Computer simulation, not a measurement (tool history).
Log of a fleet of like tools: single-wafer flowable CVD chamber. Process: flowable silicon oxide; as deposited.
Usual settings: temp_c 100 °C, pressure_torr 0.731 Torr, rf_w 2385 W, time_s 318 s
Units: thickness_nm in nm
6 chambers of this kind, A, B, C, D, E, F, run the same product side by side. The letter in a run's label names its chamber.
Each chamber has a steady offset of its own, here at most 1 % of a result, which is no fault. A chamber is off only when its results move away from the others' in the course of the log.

run,hour,temp_c,pressure_torr,rf_w,time_s,"read-back reference wafer on the same gauge, thickness_nm",thickness_nm
1F,3.7,100,0.731,2385,318,190.12,176.53
2A,10.7,100,0.731,2385,318,189.77,177.05
3B,17.4,100,0.731,2385,318,189.78,174.01
4E,24.5,100,0.731,2385,318,190.21,179.34
5D,30,100,0.731,2385,318,189.91,175.88
6C,37.8,100,0.731,2385,318,190.08,175.46
7E,44.9,100,0.731,2385,318,189.96,178.15
8A,51.2,100,0.731,2385,318,189.88,177.21
# hour 54.5: chamber A: RF generator calibrated
9C,58.4,100,0.731,2385,318,190.17,174.72
10D,65,100,0.731,2385,318,190.13,176.45
11B,69.3,100,0.731,2385,318,189.93,176.9
12F,77.1,100,0.731,2385,318,190.11,177.63
13E,80.8,100,0.731,2385,318,189.93,178.64
14C,88.1,100,0.731,2385,318,189.74,175.46
15F,95.5,100,0.731,2385,318,189.7,180.4
16B,99,110,0.731,2625,318,190.06,126.67
17D,105.9,110,0.731,2625,318,189.77,127.17
18A,111.3,110,0.731,2625,318,190.28,128.89
19B,116,110,0.731,2625,318,190.1,127.39
20F,121.3,110,0.731,2625,318,190.03,131.84
21A,125.9,110,0.731,2625,318,190.04,129.34
22E,130.4,100,0.731,2385,318,189.96,178.55
23C,137.9,100,0.731,2385,318,189.87,176
24D,143.3,100,0.731,2385,318,189.95,176.59
25E,148.1,100,0.731,2385,318,190.11,179.1
26D,152.5,100,0.731,2385,318,190.08,175.77
# hour 157.4: chamber E: capacitance manometer re-zeroed and calibrated
27B,158.4,100,0.839,2385,318,189.8,209.56
28A,165.2,100,0.839,2385,318,190.02,212.54
29C,171.7,100,0.839,2385,318,190.25,209.34
30F,176.9,100,0.839,2385,318,190.2,222.31
31A,181,100,0.839,2385,318,189.8,211.25
32E,184.5,100,0.839,2385,318,190.4,213.1
33B,189.4,100,0.731,2385,318,190,176.59
34F,193.6,100,0.731,2385,318,190.08,185.11
35C,198,100,0.731,2385,318,190.15,175.46
36D,202.5,100,0.731,2385,318,189.88,176.27
37A,207.3,107,0.731,2385,265,189.95,117.68
38C,212.1,107,0.731,2385,265,190.15,115.21
39E,216.3,107,0.731,2385,265,190.3,116.11
40B,224,107,0.731,2385,265,189.94,116.01

What goes on in this fleet: one chamber off, a drifting gauge, or nothing beyond the chambers' own small offsets? Name the chamber and the cause, if any.

Chamber F drifts away from the others.
Cause: wafer temperature below the value expected at the setpoint (K) = 1.84.
The log may not tell that from: true pressure above the setpoint (%).

Here are 4 candidates for chamber F's next run, each the usual settings with a change, their results left as question marks. Which one brings its results back in line with what the others give on the usual settings?
In line means no further than this from the other chambers' mean on the usual settings: thickness_nm 3.1 nm
41F-1,229.8,100,0.78,2395,328,,?
41F-2,229.8,100,0.669,2370,318,,?
41F-3,229.8,101,0.719,2385,318,,?
41F-4,229.8,100,0.765,2385,318,,?

The other chambers' mean on the usual settings: thickness_nm 176.87 nm
run,thickness_nm
41F-1,211.91
41F-2,166.87
41F-3,178.37
41F-4,200.13
41F-3 brings the chamber back in line.

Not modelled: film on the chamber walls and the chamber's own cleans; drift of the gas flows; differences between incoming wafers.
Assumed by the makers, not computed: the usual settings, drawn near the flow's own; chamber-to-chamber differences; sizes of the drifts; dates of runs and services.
